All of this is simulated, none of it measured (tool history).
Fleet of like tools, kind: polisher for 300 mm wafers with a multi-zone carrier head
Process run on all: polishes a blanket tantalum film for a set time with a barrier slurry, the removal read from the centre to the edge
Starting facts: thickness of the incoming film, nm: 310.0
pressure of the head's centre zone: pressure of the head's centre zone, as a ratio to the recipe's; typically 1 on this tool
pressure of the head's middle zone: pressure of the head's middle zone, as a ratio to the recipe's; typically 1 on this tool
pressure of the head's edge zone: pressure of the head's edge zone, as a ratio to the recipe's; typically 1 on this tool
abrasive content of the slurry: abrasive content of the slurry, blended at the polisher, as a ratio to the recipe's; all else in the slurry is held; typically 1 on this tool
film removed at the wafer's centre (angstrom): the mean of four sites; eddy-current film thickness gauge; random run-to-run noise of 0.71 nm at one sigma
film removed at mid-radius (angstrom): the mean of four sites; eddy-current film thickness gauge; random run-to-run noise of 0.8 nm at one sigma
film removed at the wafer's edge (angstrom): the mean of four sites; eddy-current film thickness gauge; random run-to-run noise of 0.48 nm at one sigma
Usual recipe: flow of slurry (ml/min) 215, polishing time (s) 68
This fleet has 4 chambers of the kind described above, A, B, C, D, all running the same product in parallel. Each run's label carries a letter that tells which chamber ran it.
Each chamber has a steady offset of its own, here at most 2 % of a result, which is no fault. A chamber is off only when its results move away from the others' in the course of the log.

run	hour	flow of slurry (ml/min)	pressure of the head's centre zone	pressure of the head's middle zone	pressure of the head's edge zone	abrasive content of the slurry	polishing time (s)	film removed at the wafer's centre (angstrom)	film removed at mid-radius (angstrom)	film removed at the wafer's edge (angstrom)
1B	4.8	215	1	1	1	1	68	562.6	564	552.84
2A	8.8	215	1	1	1	1	68	560.78	549.63	571.63
3D	15.9	215	1	1	1	1	68	574.46	547.87	574.43
# hour 21.2: chamber D: worn pad replaced by a new one
4C	22.3	215	1	1	1	1	68	567.1	567.04	556.3
5C	28.4	175	1	1	1	1	68	539.95	546.18	546.44
# hour 31.2: chamber C: worn pad replaced by a new one
6A	32.2	175	1	1	1	1	68	550.69	544.79	551.77
# hour 32.4: chamber A: worn pad replaced by a new one
7B	38.9	175	1	1	1	1	68	545.67	532.07	550.36
8D	42	175	1	1	1	1	68	542.78	537.66	555.99
# hour 42.1: chamber C: slurry nozzle cleaned
9D	45.2	215	0.93	1	1.07	1	68	538.63	563.18	583.04
# hour 46.7: chamber B: worn pad replaced by a new one
10B	52	215	0.93	1	1.07	1	68	520.66	545.19	581.56
11C	57.3	215	0.93	1	1.07	1	68	521.98	556.13	587.62
12A	62.1	215	0.93	1	1.07	1	68	520.2	570.8	595.19
13D	65.2	215	1	1	1	1	68	579.71	541.68	570.04
14A	69.1	215	1	1	1	1	68	567.65	568.99	570.5
# hour 69.4: chamber B: slurry nozzle cleaned
15B	75.3	215	1	1	1	1	68	569.53	571.69	563.91
# hour 78: chamber A: edge zone pressure recalibrated
16C	80.6	215	1	1	1	1	68	560.43	559.1	563.43
# hour 84.4: chamber C: worn pad replaced by a new one
# hour 85.5: chamber A: worn pad replaced by a new one
17D	87.6	215	1	1	1	1	68	573.95	563.49	569.46
# hour 88.1: chamber D: worn pad replaced by a new one
18C	91.8	215	1	1	1	1	68	569.75	567.66	575.94
# hour 95.4: chamber B: worn pad replaced by a new one
19A	95.8	215	1	1	1	1	68	565.93	571.11	566.91
20B	100.8	215	1	0.94	1	1	77	624.55	594.13	633.19
21C	105.9	215	1	0.94	1	1	77	632.21	601.83	631.84
22B	112.8	215	1	0.94	1	1	77	612.92	598.32	639.31
23D	116.6	215	1	0.94	1	1	77	649.4	593.11	639.53
# hour 121.3: chamber C: centre zone pressure recalibrated
24A	123.6	215	1	1	1	1	68	561.79	562.44	568.2
25C	130.1	215	1	1	1	1	68	564.37	571.04	565.36
# hour 131.2: chamber A: worn pad replaced by a new one
# hour 134.1: chamber C: worn pad replaced by a new one
26D	134.5	215	1	1	1	1	68	578.02	562.41	571.03
# hour 140: chamber D: worn pad replaced by a new one
27B	141	215	1	1	1	1	68	524.31	555.98	562.27
# hour 141.8: chamber B: worn pad replaced by a new one
28A	146.2	215	1	1.06	1	1	68	554.99	598.48	571.26
29D	150.3	215	1	1.06	1	1	68	580.1	612.87	566.37
30B	154.1	215	1	1.06	1	1	68	535.18	589.34	555.42
31C	160.8	215	1	1.06	1	1	68	567.72	595.76	566.78
32A	167.5	215	1	1	1	1	68	573.89	568.77	571.47
33B	172.4	215	1	1	1	1	68	512.52	565.89	557.56
34A	178.1	215	1	1	1	1	68	556.08	556.89	568.12
35D	181.5	215	1	1	1	1	68	563.86	562.48	573.6
# hour 184.1: chamber A: worn pad replaced by a new one
36C	184.6	215	1	1	1	1	68	576.11	562.97	563.36
37B	188	215	1	1	1	1	68	511.16	560.43	560.83
# hour 189.5: chamber C: worn pad replaced by a new one
38A	191.8	215	1	1	1	1	68	554.02	564.94	578.86
# hour 194.9: chamber B: worn pad replaced by a new one
39C	198.5	215	1	1	1	1	68	561.1	556.99	565.93
# hour 201.8: chamber D: worn pad replaced by a new one
40D	204.8	215	1	1	1	1	68	581.48	575.64	572.02
41B	209	215	1	1	1	1	68	505.78	553.25	558.64
42A	213.4	215	1	1	1	1	68	566.43	578.79	569.19
43C	219	215	1	1	1	1	68	569.55	553.79	557.56

Next, all 4 chambers run the settings below, one line each with question marks for the results. What does each chamber give?
44A	224	215	1	1	1	1	68	?	?	?
44B	224	215	1	1	1	1	68	?	?	?
44C	224	215	1	1	1	1	68	?	?	?
44D	224	215	1	1	1	1	68	?	?	?

run	film removed at the wafer's centre (angstrom)	film removed at mid-radius (angstrom)	film removed at the wafer's edge (angstrom)
44A	574.12	573.73	566.82
44B	498.95	555.02	565.34
44C	565.99	568.39	566.96
44D	563.62	557.94	564.17
